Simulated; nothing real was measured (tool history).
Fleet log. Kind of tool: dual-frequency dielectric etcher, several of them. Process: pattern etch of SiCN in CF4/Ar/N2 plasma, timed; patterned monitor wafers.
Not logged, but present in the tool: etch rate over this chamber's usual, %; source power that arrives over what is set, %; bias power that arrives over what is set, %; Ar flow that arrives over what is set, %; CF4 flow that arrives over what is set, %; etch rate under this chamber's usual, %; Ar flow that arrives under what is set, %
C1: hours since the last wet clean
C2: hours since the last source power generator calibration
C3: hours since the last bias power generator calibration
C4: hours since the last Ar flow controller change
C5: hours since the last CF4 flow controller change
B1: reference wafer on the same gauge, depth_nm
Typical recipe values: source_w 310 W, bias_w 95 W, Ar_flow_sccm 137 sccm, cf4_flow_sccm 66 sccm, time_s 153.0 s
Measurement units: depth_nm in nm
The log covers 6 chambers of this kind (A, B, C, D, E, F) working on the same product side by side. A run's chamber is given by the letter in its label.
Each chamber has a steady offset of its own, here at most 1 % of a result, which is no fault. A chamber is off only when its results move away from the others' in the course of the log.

Run 1D, day 0.342: usual settings; C1 26.9; C2 3374.5; C3 2458.9; C4 1127.8; C5 6582.5; B1 102.70. Result: depth_nm 100.740 nm.
Run 2F, day 0.521: usual settings; C1 323.9; C2 229.0; C3 3831.2; C4 92.1; C5 3578.2; B1 102.65. Result: depth_nm 98.533 nm.
At day 0.642: chamber B: wet clean of the chamber.
Run 3E, day 0.696: usual settings; C1 246.3; C2 54.8; C3 2334.3; C4 3218.6; C5 2350.0; B1 102.67. Result: depth_nm 99.954 nm.
Run 4B, day 1.033: usual settings; C1 9.5; C2 2070.2; C3 2173.2; C4 1430.5; C5 2254.5; B1 102.63. Result: depth_nm 100.170 nm.
At day 1.262: chamber A: wet clean of the chamber.
Run 5A, day 1.379: usual settings; C1 2.8; C2 2616.3; C3 1043.0; C4 1704.0; C5 1247.7; B1 102.71. Result: depth_nm 101.220 nm.
Run 6C, day 1.588: usual settings; C1 255.6; C2 2200.7; C3 640.0; C4 694.9; C5 1625.7; B1 102.74. Result: depth_nm 100.300 nm.
Run 7F, day 1.775: usual settings; C1 354.0; C2 259.1; C3 3861.3; C4 122.2; C5 3608.3; B1 102.62. Result: depth_nm 99.674 nm.
Run 8D, day 2.138: usual settings; C1 70.0; C2 3417.6; C3 2502.0; C4 1170.9; C5 6625.6; B1 102.74. Result: depth_nm 99.893 nm.
Run 9E, day 2.392: usual settings; C1 287.0; C2 95.5; C3 2375.0; C4 3259.3; C5 2390.7; B1 102.84. Result: depth_nm 100.580 nm.
At day 2.612: chamber D: CF4 flow controller replaced.
Run 10A, day 2.754: usual settings but time_s 178.5 s; C1 35.8; C2 2649.3; C3 1076.0; C4 1737.0; C5 1280.7; B1 102.74. Result: depth_nm 116.880 nm.
Run 11C, day 2.950: usual settings but time_s 178.5 s; C1 288.3; C2 2233.4; C3 672.7; C4 727.6; C5 1658.4; B1 102.70. Result: depth_nm 116.530 nm.
Run 12B, day 3.171: usual settings but time_s 178.5 s; C1 60.8; C2 2121.5; C3 2224.5; C4 1481.8; C5 2305.8; B1 102.76. Result: depth_nm 116.790 nm.
Run 13F, day 3.483: usual settings but time_s 178.5 s; C1 395.0; C2 300.1; C3 3902.3; C4 163.2; C5 3649.3; B1 102.82. Result: depth_nm 115.420 nm.
Run 14B, day 3.838: usual settings but time_s 178.5 s; C1 76.8; C2 2137.5; C3 2240.5; C4 1497.8; C5 2321.8; B1 102.73. Result: depth_nm 117.010 nm.
Run 15A, day 4.192: usual settings but time_s 178.5 s; C1 70.3; C2 2683.8; C3 1110.5; C4 1771.5; C5 1315.2; B1 102.79. Result: depth_nm 117.700 nm.
Run 16C, day 4.550: usual settings; C1 326.7; C2 2271.8; C3 711.1; C4 766.0; C5 1696.8; B1 102.67. Result: depth_nm 99.828 nm.
At day 4.779: chamber D: source power generator calibrated.
Run 17D, day 4.908: usual settings; C1 136.5; C2 3.2; C3 2568.5; C4 1237.4; C5 55.2; B1 102.59. Result: depth_nm 99.361 nm.
Run 18E, day 5.112: usual settings; C1 352.3; C2 160.8; C3 2440.3; C4 3324.6; C5 2456.0; B1 102.70. Result: depth_nm 99.868 nm.
Run 19F, day 5.350: usual settings; C1 439.8; C2 344.9; C3 3947.1; C4 208.0; C5 3694.1; B1 102.81. Result: depth_nm 99.740 nm.
Run 20E, day 5.650: usual settings; C1 365.2; C2 173.7; C3 2453.2; C4 3337.5; C5 2468.9; B1 102.64. Result: depth_nm 99.945 nm.
Run 21D, day 5.925: usual settings but Ar_flow_sccm 150 sccm, time_s 138.5 s; C1 160.9; C2 27.6; C3 2592.9; C4 1261.8; C5 79.6; B1 102.69. Result: depth_nm 88.028 nm.
Run 22C, day 6.267: usual settings but Ar_flow_sccm 150 sccm, time_s 138.5 s; C1 367.9; C2 2313.0; C3 752.3; C4 807.2; C5 1738.0; B1 102.65. Result: depth_nm 88.139 nm.
Run 23A, day 6.608: usual settings but Ar_flow_sccm 150 sccm, time_s 138.5 s; C1 128.3; C2 2741.8; C3 1168.5; C4 1829.5; C5 1373.2; B1 102.65. Result: depth_nm 89.776 nm.
Run 24B, day 6.833: usual settings but Ar_flow_sccm 150 sccm, time_s 138.5 s; C1 148.7; C2 2209.4; C3 2312.4; C4 1569.7; C5 2393.7; B1 102.78. Result: depth_nm 89.277 nm.
Run 25C, day 7.054: usual settings but Ar_flow_sccm 150 sccm, time_s 138.5 s; C1 386.8; C2 2331.9; C3 771.2; C4 826.1; C5 1756.9; B1 102.68. Result: depth_nm 88.182 nm.
Run 26D, day 7.350: usual settings but Ar_flow_sccm 150 sccm, time_s 138.5 s; C1 195.1; C2 61.8; C3 2627.1; C4 1296.0; C5 113.8; B1 102.71. Result: depth_nm 88.506 nm.
Run 27F, day 7.679: usual settings; C1 495.7; C2 400.8; C3 4003.0; C4 263.9; C5 3750.0; B1 102.72. Result: depth_nm 99.419 nm.
Run 28B, day 7.971: usual settings but source_w 360 W, bias_w 112 W; C1 176.0; C2 2236.7; C3 2339.7; C4 1597.0; C5 2421.0; B1 102.73. Result: depth_nm 120.830 nm.
Run 29E, day 8.271: usual settings but source_w 360 W, bias_w 112 W; C1 428.1; C2 236.6; C3 2516.1; C4 3400.4; C5 2531.8; B1 102.70. Result: depth_nm 120.360 nm.
Run 30A, day 8.488: usual settings but source_w 360 W, bias_w 112 W; C1 173.4; C2 2786.9; C3 1213.6; C4 1874.6; C5 1418.3; B1 102.68. Result: depth_nm 120.840 nm.
Run 31D, day 8.654: usual settings but source_w 360 W, bias_w 112 W; C1 226.4; C2 93.1; C3 2658.4; C4 1327.3; C5 145.1; B1 102.69. Result: depth_nm 120.720 nm.
Run 32B, day 8.958: usual settings but source_w 360 W, bias_w 112 W; C1 199.7; C2 2260.4; C3 2363.4; C4 1620.7; C5 2444.7; B1 102.64. Result: depth_nm 119.900 nm.
At day 9.092: chamber E: wet clean of the chamber.
Run 33A, day 9.246: usual settings but source_w 360 W, bias_w 112 W; C1 191.6; C2 2805.1; C3 1231.8; C4 1892.8; C5 1436.5; B1 102.72. Result: depth_nm 121.930 nm.
Run 34F, day 9.421: usual settings; C1 537.5; C2 442.6; C3 4044.8; C4 305.7; C5 3791.8; B1 102.50. Result: depth_nm 99.116 nm.
Run 35E, day 9.750: usual settings; C1 15.8; C2 272.1; C3 2551.6; C4 3435.9; C5 2567.3; B1 102.68. Result: depth_nm 99.043 nm.
Run 36C, day 10.021: usual settings; C1 458.0; C2 2403.1; C3 842.4; C4 897.3; C5 1828.1; B1 102.71. Result: depth_nm 96.871 nm.
Run 37E, day 10.379: usual settings; C1 30.9; C2 287.2; C3 2566.7; C4 3451.0; C5 2582.4; B1 102.72. Result: depth_nm 99.744 nm.
Run 38D, day 10.729: usual settings; C1 276.2; C2 142.9; C3 2708.2; C4 1377.1; C5 194.9; B1 102.64. Result: depth_nm 100.070 nm.
Run 39B, day 10.933: usual settings; C1 247.1; C2 2307.8; C3 2410.8; C4 1668.1; C5 2492.1; B1 102.61. Result: depth_nm 99.932 nm.
Run 40F, day 11.196: usual settings; C1 580.1; C2 485.2; C3 4087.4; C4 348.3; C5 3834.4; B1 102.69. Result: depth_nm 99.030 nm.
Run 41A, day 11.396: usual settings; C1 243.2; C2 2856.7; C3 1283.4; C4 1944.4; C5 1488.1; B1 102.56. Result: depth_nm 100.270 nm.
Run 42C, day 11.612: usual settings; C1 496.2; C2 2441.3; C3 880.6; C4 935.5; C5 1866.3; B1 102.72. Result: depth_nm 95.913 nm.

Next, every chamber runs the same settings. What will each give?
Run 43A, day 11.875: usual settings but bias_w 79 W. Result: depth_nm ?.
Run 43B, day 11.875: usual settings but bias_w 79 W. Result: depth_nm ?.
Run 43C, day 11.875: usual settings but bias_w 79 W. Result: depth_nm ?.
Run 43D, day 11.875: usual settings but bias_w 79 W. Result: depth_nm ?.
Run 43E, day 11.875: usual settings but bias_w 79 W. Result: depth_nm ?.
Run 43F, day 11.875: usual settings but bias_w 79 W. Result: depth_nm ?.

run  depth_nm
43A    94.050
43B    93.287
43C    88.754
43D    92.251
43E    92.580
43F    93.077
